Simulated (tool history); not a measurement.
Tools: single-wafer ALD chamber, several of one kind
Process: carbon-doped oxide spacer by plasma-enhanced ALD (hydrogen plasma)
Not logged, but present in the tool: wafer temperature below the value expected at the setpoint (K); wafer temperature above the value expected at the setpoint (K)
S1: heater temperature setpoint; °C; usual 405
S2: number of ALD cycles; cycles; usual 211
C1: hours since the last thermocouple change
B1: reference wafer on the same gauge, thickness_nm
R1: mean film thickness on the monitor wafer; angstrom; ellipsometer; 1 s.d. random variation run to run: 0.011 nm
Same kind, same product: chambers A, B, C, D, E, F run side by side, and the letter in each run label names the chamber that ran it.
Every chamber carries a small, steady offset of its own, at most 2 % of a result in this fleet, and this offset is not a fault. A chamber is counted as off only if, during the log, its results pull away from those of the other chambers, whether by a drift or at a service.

| run | day | S1 | S2 | C1 | B1 | R1 |
|---|---|---|---|---|---|---|
| 1F | 0.354 | 405 | 211 | 1947.4 | 11.803 | 103.710 |
| 2D | 0.892 | 405 | 211 | 1654.5 | 11.805 | 105.100 |
| 3E | 1.300 | 405 | 211 | 865.5 | 11.806 | 102.490 |
| 4C | 1.688 | 405 | 211 | 63.9 | 11.805 | 104.690 |
| 5B | 1.971 | 405 | 211 | 1577.8 | 11.805 | 103.820 |
| 6A | 2.521 | 400 | 183 | 1373.5 | 11.809 | 91.129 |
| 7D | 2.867 | 400 | 183 | 1701.9 | 11.811 | 92.512 |
| 8B | 3.129 | 400 | 183 | 1605.6 | 11.808 | 91.618 |
| 9E | 3.512 | 400 | 183 | 918.6 | 11.809 | 90.117 |
| 10C | 3.867 | 400 | 183 | 116.2 | 11.810 | 92.250 |
| 11F | 4.446 | 400 | 183 | 2045.6 | 11.814 | 91.356 |
| 12A | 4.796 | 405 | 211 | 1428.1 | 11.812 | 103.470 |
| 13E | 5.317 | 405 | 211 | 961.9 | 11.816 | 102.340 |
| 14F | 5.833 | 405 | 211 | 2078.9 | 11.813 | 103.550 |
| 15A | 6.246 | 405 | 193 | 1462.9 | 11.816 | 94.965 |
| 16D | 6.558 | 405 | 193 | 1790.5 | 11.818 | 95.972 |
| 17B | 6.858 | 405 | 193 | 1695.1 | 11.818 | 95.095 |
| 18C | 7.375 | 405 | 193 | 200.4 | 11.818 | 96.037 |
| 19A | 7.921 | 405 | 193 | 1503.1 | 11.821 | 94.712 |
| 20D | 8.204 | 405 | 193 | 1830.0 | 11.818 | 96.069 |
| 21E | 8.550 | 405 | 211 | 1039.5 | 11.826 | 102.650 |
| 22C | 8.992 | 405 | 211 | 239.2 | 11.828 | 104.950 |
| 23B | 9.367 | 405 | 211 | 1755.3 | 11.826 | 104.050 |
| 24F | 9.662 | 405 | 211 | 2170.8 | 11.825 | 104.000 |
| 25B | 10.162 | 405 | 211 | 1774.4 | 11.825 | 103.850 |
| 26D | 10.667 | 405 | 211 | 1889.1 | 11.829 | 105.150 |
| 27E | 11.150 | 411 | 196 | 1101.9 | 11.825 | 93.702 |
| 28F | 11.500 | 411 | 196 | 2214.9 | 11.830 | 94.634 |
| 29C | 11.779 | 411 | 196 | 306.1 | 11.832 | 95.669 |
| 30A | 12.192 | 411 | 196 | 1605.6 | 11.835 | 94.612 |
| 31D | 12.579 | 411 | 196 | 1935.0 | 11.833 | 95.943 |
| 32A | 12.925 | 411 | 196 | 1623.2 | 11.834 | 94.696 |
| 33C | 13.229 | 405 | 211 | 340.9 | 11.835 | 104.970 |
| 34B | 13.538 | 405 | 211 | 1855.4 | 11.836 | 104.220 |
| 35F | 13.833 | 405 | 211 | 2270.9 | 11.837 | 103.900 |
| 36E | 14.171 | 405 | 211 | 1174.4 | 11.837 | 102.750 |
| 37F | 14.754 | 405 | 211 | 2293.0 | 11.841 | 103.730 |
| 38A | 15.275 | 405 | 211 | 1679.6 | 11.841 | 104.040 |
| 39D | 15.838 | 405 | 211 | 2013.2 | 11.842 | 105.300 |
| 40B | 16.304 | 405 | 211 | 1921.8 | 11.843 | 104.250 |
| 41E | 16.883 | 405 | 211 | 1239.5 | 11.845 | 102.810 |
| 42C | 17.458 | 405 | 211 | 442.4 | 11.844 | 105.110 |
|  | 17.804 | chamber D: thermocouple changed; heater temperature recalibrated |
| 43A | 18.042 | 405 | 211 | 1746.0 | 11.847 | 103.820 |
| 44D | 18.512 | 405 | 211 | 17.1 | 11.850 | 105.620 |

Which is it: a chamber that has drifted or been left off by a service, a gauge drift common to all chambers, or only each chamber's usual small offset? If a chamber is off, name it and its likeliest cause.

The gauge drifts, so all chambers seem to drift together. No chamber is off.
What lies behind it: gauge reads high (%) = 0.419.
